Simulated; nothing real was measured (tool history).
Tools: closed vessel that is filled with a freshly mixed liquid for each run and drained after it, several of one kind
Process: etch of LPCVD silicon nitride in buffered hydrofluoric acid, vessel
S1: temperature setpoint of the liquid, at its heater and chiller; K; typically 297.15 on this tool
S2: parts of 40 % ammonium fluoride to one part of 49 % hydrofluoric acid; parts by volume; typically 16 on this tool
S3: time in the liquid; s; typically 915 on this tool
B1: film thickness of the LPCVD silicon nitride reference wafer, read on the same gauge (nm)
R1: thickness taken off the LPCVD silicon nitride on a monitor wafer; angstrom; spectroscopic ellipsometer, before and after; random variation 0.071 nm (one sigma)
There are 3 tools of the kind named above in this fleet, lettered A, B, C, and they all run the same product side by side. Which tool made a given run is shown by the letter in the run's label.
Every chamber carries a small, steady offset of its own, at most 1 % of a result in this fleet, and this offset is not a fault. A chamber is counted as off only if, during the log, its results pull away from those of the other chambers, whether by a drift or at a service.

{"run": "1C", "day": 0.421, "S1": 297.15, "S2": 16, "S3": 915, "B1": 60.006, "R1": 75.625}
{"run": "2A", "day": 0.846, "S1": 297.15, "S2": 16, "S3": 915, "B1": 59.998, "R1": 74.83}
{"run": "3B", "day": 1.267, "S1": 297.15, "S2": 16, "S3": 915, "B1": 59.987, "R1": 75.01}
{"run": "4C", "day": 1.658, "S1": 297.15, "S2": 16, "S3": 915, "B1": 60.019, "R1": 75.098}
{"run": "5B", "day": 2.25, "S1": 297.15, "S2": 16, "S3": 915, "B1": 60.014, "R1": 74.873}
{"run": "6A", "day": 2.762, "S1": 297.15, "S2": 16, "S3": 915, "B1": 59.975, "R1": 73.566}
{"day": 2.879, "done": "chamber A: hydrofluoric acid flow meter replaced"}
{"run": "7B", "day": 3.3, "S1": 297.15, "S2": 16, "S3": 915, "B1": 60.009, "R1": 74.926}
{"run": "8A", "day": 3.842, "S1": 297.15, "S2": 16, "S3": 915, "B1": 60.014, "R1": 74.953}
{"run": "9C", "day": 4.142, "S1": 297.15, "S2": 16, "S3": 915, "B1": 59.968, "R1": 72.648}
{"run": "10A", "day": 4.462, "S1": 297.15, "S2": 16, "S3": 915, "B1": 60.017, "R1": 75.998}
{"run": "11B", "day": 4.821, "S1": 297.15, "S2": 16, "S3": 915, "B1": 60.004, "R1": 74.362}
{"run": "12C", "day": 5.204, "S1": 297.15, "S2": 16, "S3": 915, "B1": 60.005, "R1": 74.088}
{"run": "13B", "day": 5.6, "S1": 297.15, "S2": 16, "S3": 915, "B1": 60.026, "R1": 76.085}
{"run": "14C", "day": 5.929, "S1": 297.15, "S2": 16, "S3": 915, "B1": 59.985, "R1": 75.345}
{"run": "15A", "day": 6.417, "S1": 297.15, "S2": 16, "S3": 915, "B1": 59.996, "R1": 74.657}
{"run": "16A", "day": 6.917, "S1": 297.15, "S2": 16, "S3": 915, "B1": 60.006, "R1": 75.541}
{"run": "17B", "day": 7.204, "S1": 297.15, "S2": 16, "S3": 915, "B1": 59.98, "R1": 76.32}
{"run": "18C", "day": 7.812, "S1": 297.15, "S2": 16, "S3": 915, "B1": 59.97, "R1": 74.176}
{"run": "19C", "day": 8.383, "S1": 297.15, "S2": 16, "S3": 435, "B1": 60.044, "R1": 35.577}
{"run": "20A", "day": 8.733, "S1": 297.15, "S2": 16, "S3": 435, "B1": 59.97, "R1": 35.886}
{"run": "21B", "day": 9.304, "S1": 297.15, "S2": 16, "S3": 435, "B1": 59.971, "R1": 36.063}
{"run": "22A", "day": 9.796, "S1": 297.15, "S2": 16, "S3": 915, "B1": 60.033, "R1": 75.004}

Does one chamber stand apart from the rest, does the shared gauge drift, or is all well apart from small per-chamber offsets? Give the chamber and the most likely cause, where there is one.

Nothing is wrong: each chamber keeps only its own small, steady offset and the gauge holds still.
